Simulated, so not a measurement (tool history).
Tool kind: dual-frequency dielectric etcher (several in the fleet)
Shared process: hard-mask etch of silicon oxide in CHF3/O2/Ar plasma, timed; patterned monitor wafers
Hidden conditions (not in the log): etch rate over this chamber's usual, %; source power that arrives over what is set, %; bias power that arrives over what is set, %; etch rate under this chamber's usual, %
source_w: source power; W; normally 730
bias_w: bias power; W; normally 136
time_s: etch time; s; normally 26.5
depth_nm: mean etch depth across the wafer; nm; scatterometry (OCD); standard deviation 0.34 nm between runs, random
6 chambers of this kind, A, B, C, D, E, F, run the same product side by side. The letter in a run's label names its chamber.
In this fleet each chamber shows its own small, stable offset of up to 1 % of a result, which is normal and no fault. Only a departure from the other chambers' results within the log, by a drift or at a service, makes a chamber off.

run,hour,source_w,bias_w,time_s,hours since the last wet clean,hours since the last source power generator calibration,hours since the last bias power generator calibration,"read-back reference wafer on the same gauge, depth_nm",depth_nm
1F,8.7,730,136,26.5,248.8,1193.8,1967.6,41.503,52.148
2C,14.0,730,136,26.5,240.1,1285.3,1584.4,41.623,51.689
3B,19.7,730,136,26.5,287.9,779.5,1347.6,41.598,52.956
4D,28.1,730,136,26.5,251.2,2037.6,2303.3,41.628,51.819
5A,34.9,730,119,26.5,108.4,2698.0,4601.0,41.613,49.544
6E,43.5,730,119,26.5,334.7,1914.4,573.8,41.578,49.897
7C,49.7,730,119,26.5,275.8,1321.0,1620.1,41.556,49.699
8D,54.5,730,119,26.5,277.6,2064.0,2329.7,41.652,49.414
9E,58.8,730,119,26.5,350.0,1929.7,589.1,41.696,49.819
10A,65.1,730,119,26.5,138.6,2728.2,4631.2,41.562,49.238
11B,70.7,730,136,26.5,338.9,830.5,1398.6,41.597,51.562
12F,79.2,730,147,26.5,319.3,1264.3,2038.1,41.597,52.809
13A,88.5,730,147,26.5,162.0,2751.6,4654.6,41.585,53.402
14D,93.2,730,147,26.5,316.3,2102.7,2368.4,41.622,53.147
15F,101.2,730,147,26.5,341.3,1286.3,2060.1,41.582,53.172
16C,109.7,730,147,26.5,335.8,1381.0,1680.1,41.618,53.707
# hour 110.9: chamber F: wet clean of the chamber
17E,115.3,730,147,26.5,406.5,1986.2,645.6,41.566,52.682
18B,119.5,730,136,26.5,387.7,879.3,1447.4,41.583,52.039
# hour 127.8: chamber B: wet clean of the chamber
19C,128.1,730,136,26.5,354.2,1399.4,1698.5,41.598,51.846
20F,132.5,730,136,26.5,21.6,1317.6,2091.4,41.614,52.135
21E,140.6,730,136,26.5,431.8,2011.5,670.9,41.637,51.811
22B,145.0,730,136,26.5,17.2,904.8,1472.9,41.625,51.957
23D,149.4,730,136,26.5,372.5,2158.9,2424.6,41.607,52.026
24A,155.9,830,136,21.5,229.4,2819.0,4722.0,41.605,43.844
25B,162.3,830,136,21.5,34.5,922.1,1490.2,41.589,44.653
26F,168.8,830,136,21.5,57.9,1353.9,2127.7,41.609,44.871
27D,176.0,830,136,21.5,399.1,2185.5,2451.2,41.584,44.017
28E,183.7,830,136,21.5,474.9,2054.6,714.0,41.537,44.119
29C,188.5,830,136,21.5,414.6,1459.8,1758.9,41.622,43.720
30A,197.0,730,136,26.5,270.5,2860.1,4763.1,41.642,52.355
31A,206.3,730,136,26.5,279.8,2869.4,4772.4,41.603,51.998
# hour 214.7: chamber D: wet clean of the chamber
32E,215.4,730,169,29.0,506.6,2086.3,745.7,41.609,60.904
33F,224.4,730,169,29.0,113.5,1409.5,2183.3,41.542,60.778
# hour 228.9: chamber E: wet clean of the chamber
34B,230.7,730,169,29.0,102.9,990.5,1558.6,41.516,61.220
35D,237.8,730,169,29.0,23.2,2247.3,2513.0,41.580,60.303
36C,242.8,730,169,29.0,468.9,1514.1,1813.2,41.609,61.256
37C,248.8,730,169,29.0,474.9,1520.1,1819.2,41.576,60.465
# hour 254.9: chamber D: bias power generator calibrated
38E,257.7,730,136,29.0,28.9,2128.6,788.0,41.650,56.724
39D,263.8,730,136,29.0,49.2,2273.3,9.0,41.634,56.736
40B,269.5,730,136,29.0,141.7,1029.3,1597.4,41.603,57.240
41A,275.1,730,136,29.0,348.6,2938.2,4841.2,41.633,57.288
42F,280.5,730,136,29.0,169.6,1465.6,2239.4,41.622,56.770
43E,285.6,730,136,29.0,56.8,2156.5,815.9,41.619,57.109

All chambers now run identical settings, listed one chamber a line with results as question marks. What results will each chamber show?
44A,292.3,730,136,26.5,,,,,?
44B,292.3,730,136,26.5,,,,,?
44C,292.3,730,136,26.5,,,,,?
44D,292.3,730,136,26.5,,,,,?
44E,292.3,730,136,26.5,,,,,?
44F,292.3,730,136,26.5,,,,,?

run,depth_nm
44A,51.687
44B,51.826
44C,52.252
44D,51.611
44E,51.803
44F,51.238
